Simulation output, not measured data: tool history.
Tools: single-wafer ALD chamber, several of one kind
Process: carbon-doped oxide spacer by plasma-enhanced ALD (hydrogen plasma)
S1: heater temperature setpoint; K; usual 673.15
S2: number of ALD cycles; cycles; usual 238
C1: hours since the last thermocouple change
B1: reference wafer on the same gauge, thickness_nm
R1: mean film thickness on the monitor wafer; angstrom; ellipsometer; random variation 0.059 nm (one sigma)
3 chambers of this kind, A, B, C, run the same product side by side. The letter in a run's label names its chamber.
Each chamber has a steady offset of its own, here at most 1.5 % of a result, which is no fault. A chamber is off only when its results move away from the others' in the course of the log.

Run 1A, hour 6.6: usual settings; C1 1682.4; B1 12.113. Result: R1 118.17 angstrom.
Run 2C, hour 13.5: usual settings; C1 762.8; B1 12.096. Result: R1 120.54 angstrom.
Run 3B, hour 19.2: usual settings; C1 422.2; B1 12.097. Result: R1 118.89 angstrom.
Run 4B, hour 29.2: usual settings; C1 432.2; B1 12.094. Result: R1 118.65 angstrom.
Run 5A, hour 39.6: usual settings; C1 1715.4; B1 12.086. Result: R1 118.14 angstrom.
Run 6C, hour 47.7: usual settings but S1 665.15 K; C1 797.0; B1 12.111. Result: R1 120.81 angstrom.
Run 7A, hour 56.4: usual settings but S1 665.15 K; C1 1732.2; B1 12.102. Result: R1 118.06 angstrom.
Run 8B, hour 64.0: usual settings but S1 665.15 K; C1 467.0; B1 12.084. Result: R1 118.17 angstrom.
Run 9C, hour 70.1: usual settings; C1 819.4; B1 12.095. Result: R1 121.37 angstrom.
Run 10C, hour 75.7: usual settings; C1 825.0; B1 12.093. Result: R1 119.72 angstrom.
Run 11B, hour 82.3: usual settings; C1 485.3; B1 12.101. Result: R1 118.15 angstrom.
Run 12A, hour 91.2: usual settings but S2 267 cycles; C1 1767.0; B1 12.102. Result: R1 131.12 angstrom.
Run 13A, hour 102.7: usual settings but S2 267 cycles; C1 1778.5; B1 12.086. Result: R1 130.40 angstrom.
Run 14C, hour 108.0: usual settings but S2 267 cycles; C1 857.3; B1 12.098. Result: R1 134.41 angstrom.
Run 15B, hour 118.1: usual settings; C1 521.1; B1 12.103. Result: R1 119.40 angstrom.
Run 16B, hour 126.4: usual settings; C1 529.4; B1 12.112. Result: R1 117.56 angstrom.
Run 17A, hour 132.8: usual settings; C1 1808.6; B1 12.091. Result: R1 117.62 angstrom.
Run 18C, hour 140.2: usual settings but S1 678.15 K, S2 219 cycles; C1 889.5; B1 12.110. Result: R1 108.66 angstrom.
Run 19B, hour 149.8: usual settings but S1 678.15 K, S2 219 cycles; C1 552.8; B1 12.094. Result: R1 108.30 angstrom.
Run 20A, hour 158.0: usual settings but S1 678.15 K, S2 219 cycles; C1 1833.8; B1 12.084. Result: R1 106.81 angstrom.
Run 21C, hour 166.3: usual settings; C1 915.6; B1 12.105. Result: R1 120.60 angstrom.
Run 22C, hour 171.3: usual settings; C1 920.6; B1 12.102. Result: R1 120.17 angstrom.
Run 23A, hour 177.9: usual settings; C1 1853.7; B1 12.099. Result: R1 117.51 angstrom.

All 3 chambers run these settings next. Forecast each chamber's results:
Run 24A, hour 186.1: usual settings but S2 217 cycles. Result: R1 ?.
Run 24B, hour 186.1: usual settings but S2 217 cycles. Result: R1 ?.
Run 24C, hour 186.1: usual settings but S2 217 cycles. Result: R1 ?.

run      R1
24A  107.02
24B  108.54
24C  109.15
